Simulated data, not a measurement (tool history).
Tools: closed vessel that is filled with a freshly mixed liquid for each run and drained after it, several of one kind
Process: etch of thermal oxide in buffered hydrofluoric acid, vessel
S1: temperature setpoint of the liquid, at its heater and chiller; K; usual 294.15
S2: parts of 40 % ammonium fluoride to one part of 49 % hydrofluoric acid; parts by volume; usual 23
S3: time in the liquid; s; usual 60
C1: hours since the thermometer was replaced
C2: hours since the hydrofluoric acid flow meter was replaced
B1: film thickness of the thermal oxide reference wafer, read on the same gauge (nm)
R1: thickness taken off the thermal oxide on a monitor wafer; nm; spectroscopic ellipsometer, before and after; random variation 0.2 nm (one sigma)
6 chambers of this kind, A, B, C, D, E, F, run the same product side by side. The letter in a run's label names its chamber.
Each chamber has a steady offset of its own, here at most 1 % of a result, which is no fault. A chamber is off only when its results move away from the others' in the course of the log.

{"run": "1D", "day": 0.292, "S1": 294.15, "S2": 23, "S3": 60, "C1": 1303.2, "C2": 1126.6, "B1": 139.97, "R1": 27}
{"run": "2F", "day": 0.667, "S1": 294.15, "S2": 23, "S3": 60, "C1": 1671, "C2": 695.2, "B1": 140.02, "R1": 27.279}
{"run": "3E", "day": 1.029, "S1": 294.15, "S2": 23, "S3": 60, "C1": 222.6, "C2": 899.8, "B1": 139.98, "R1": 27.146}
{"run": "4C", "day": 1.342, "S1": 294.15, "S2": 23, "S3": 60, "C1": 950.1, "C2": 664.5, "B1": 139.96, "R1": 26.84}
{"run": "5A", "day": 1.642, "S1": 294.15, "S2": 23, "S3": 60, "C1": 209.2, "C2": 544.4, "B1": 140.06, "R1": 26.71}
{"run": "6B", "day": 1.908, "S1": 294.15, "S2": 23, "S3": 60, "C1": 346.6, "C2": 1360.7, "B1": 139.97, "R1": 26.518}
{"run": "7E", "day": 2.246, "S1": 294.15, "S2": 23, "S3": 60, "C1": 251.8, "C2": 929, "B1": 139.99, "R1": 26.87}
{"run": "8B", "day": 2.612, "S1": 294.15, "S2": 23, "S3": 60, "C1": 363.5, "C2": 1377.6, "B1": 140.01, "R1": 27.127}
{"run": "9F", "day": 2.879, "S1": 294.15, "S2": 23, "S3": 60, "C1": 1724.1, "C2": 748.3, "B1": 140.02, "R1": 27.324}
{"run": "10D", "day": 3.288, "S1": 294.15, "S2": 23, "S3": 60, "C1": 1375.1, "C2": 1198.5, "B1": 140.05, "R1": 26.702}
{"day": 3.521, "done": "chamber B: hydrofluoric acid flow meter replaced"}
{"run": "11A", "day": 3.554, "S1": 290.15, "S2": 23, "S3": 60, "C1": 255.1, "C2": 590.3, "B1": 139.99, "R1": 21.136}
{"run": "12C", "day": 3.775, "S1": 290.15, "S2": 23, "S3": 60, "C1": 1008.5, "C2": 722.9, "B1": 139.99, "R1": 21.724}
{"run": "13A", "day": 4.029, "S1": 290.15, "S2": 23, "S3": 60, "C1": 266.5, "C2": 601.7, "B1": 139.99, "R1": 21.33}
{"run": "14C", "day": 4.408, "S1": 290.15, "S2": 23, "S3": 60, "C1": 1023.7, "C2": 738.1, "B1": 140.02, "R1": 21.851}
{"run": "15B", "day": 4.704, "S1": 290.15, "S2": 23, "S3": 60, "C1": 413.7, "C2": 28.5, "B1": 140, "R1": 21.664}
{"run": "16F", "day": 5.058, "S1": 290.15, "S2": 23, "S3": 60, "C1": 1776.4, "C2": 800.6, "B1": 140.01, "R1": 21.759}
{"run": "17E", "day": 5.325, "S1": 294.15, "S2": 23, "S3": 60, "C1": 325.7, "C2": 1002.9, "B1": 139.98, "R1": 26.824}
{"day": 5.625, "done": "chamber C: thermometer replaced"}
{"run": "18D", "day": 5.679, "S1": 294.15, "S2": 23, "S3": 60, "C1": 1432.5, "C2": 1255.9, "B1": 140.03, "R1": 26.775}
{"run": "19F", "day": 6.096, "S1": 294.15, "S2": 23, "S3": 60, "C1": 1801.3, "C2": 825.5, "B1": 139.97, "R1": 27.107}
{"run": "20E", "day": 6.5, "S1": 294.15, "S2": 23, "S3": 60, "C1": 353.9, "C2": 1031.1, "B1": 140.03, "R1": 26.947}
{"run": "21C", "day": 6.912, "S1": 294.15, "S2": 18, "S3": 60, "C1": 30.9, "C2": 798.2, "B1": 140.02, "R1": 33.1}
{"run": "22A", "day": 7.329, "S1": 294.15, "S2": 18, "S3": 60, "C1": 345.7, "C2": 680.9, "B1": 140.02, "R1": 32.804}
{"run": "23B", "day": 7.612, "S1": 294.15, "S2": 18, "S3": 60, "C1": 483.5, "C2": 98.3, "B1": 139.98, "R1": 33.317}
{"run": "24D", "day": 7.975, "S1": 294.15, "S2": 18, "S3": 60, "C1": 1487.6, "C2": 1311, "B1": 139.95, "R1": 32.11}
{"run": "25F", "day": 8.338, "S1": 294.15, "S2": 18, "S3": 60, "C1": 1855.1, "C2": 879.3, "B1": 139.99, "R1": 33.338}
{"run": "26B", "day": 8.6, "S1": 294.15, "S2": 18, "S3": 60, "C1": 507.2, "C2": 122, "B1": 140.01, "R1": 33.066}
{"run": "27A", "day": 8.862, "S1": 294.15, "S2": 23, "S3": 60, "C1": 382.5, "C2": 717.7, "B1": 139.95, "R1": 26.558}
{"run": "28C", "day": 9.271, "S1": 294.15, "S2": 23, "S3": 60, "C1": 87.5, "C2": 854.8, "B1": 140.02, "R1": 27.022}
{"run": "29E", "day": 9.646, "S1": 294.15, "S2": 23, "S3": 60, "C1": 429.4, "C2": 1106.6, "B1": 139.95, "R1": 26.971}
{"run": "30D", "day": 10.025, "S1": 290.15, "S2": 16, "S3": 60, "C1": 1536.8, "C2": 1360.2, "B1": 139.99, "R1": 29.07}
{"run": "31E", "day": 10.417, "S1": 290.15, "S2": 16, "S3": 60, "C1": 447.9, "C2": 1125.1, "B1": 140.03, "R1": 29.127}
{"run": "32F", "day": 10.838, "S1": 290.15, "S2": 16, "S3": 60, "C1": 1915.1, "C2": 939.3, "B1": 140.01, "R1": 29.507}
{"run": "33C", "day": 11.046, "S1": 290.15, "S2": 16, "S3": 60, "C1": 130.1, "C2": 897.4, "B1": 139.98, "R1": 29.621}
{"run": "34B", "day": 11.425, "S1": 290.15, "S2": 16, "S3": 60, "C1": 575, "C2": 189.8, "B1": 139.99, "R1": 29.679}
{"run": "35A", "day": 11.612, "S1": 290.15, "S2": 16, "S3": 60, "C1": 448.5, "C2": 783.7, "B1": 140, "R1": 29.296}
{"run": "36D", "day": 11.933, "S1": 294.15, "S2": 23, "S3": 60, "C1": 1582.6, "C2": 1406, "B1": 139.96, "R1": 26.833}
{"run": "37E", "day": 12.221, "S1": 294.15, "S2": 23, "S3": 60, "C1": 491.2, "C2": 1168.4, "B1": 140, "R1": 26.601}
{"run": "38A", "day": 12.421, "S1": 294.15, "S2": 23, "S3": 60, "C1": 467.9, "C2": 803.1, "B1": 139.99, "R1": 26.594}
{"run": "39D", "day": 12.679, "S1": 294.15, "S2": 23, "S3": 60, "C1": 1600.5, "C2": 1423.9, "B1": 139.97, "R1": 26.499}
{"run": "40F", "day": 12.946, "S1": 294.15, "S2": 23, "S3": 60, "C1": 1965.7, "C2": 989.9, "B1": 140.01, "R1": 26.979}
{"run": "41B", "day": 13.229, "S1": 294.15, "S2": 29.5, "S3": 85, "C1": 618.3, "C2": 233.1, "B1": 140, "R1": 32.121}

Is one chamber off against the others, does the gauge drift, or is nothing wrong? If a chamber is off, say which, and what the likeliest cause is.

No chamber stands off beyond its own small offset, and the gauge holds steady.

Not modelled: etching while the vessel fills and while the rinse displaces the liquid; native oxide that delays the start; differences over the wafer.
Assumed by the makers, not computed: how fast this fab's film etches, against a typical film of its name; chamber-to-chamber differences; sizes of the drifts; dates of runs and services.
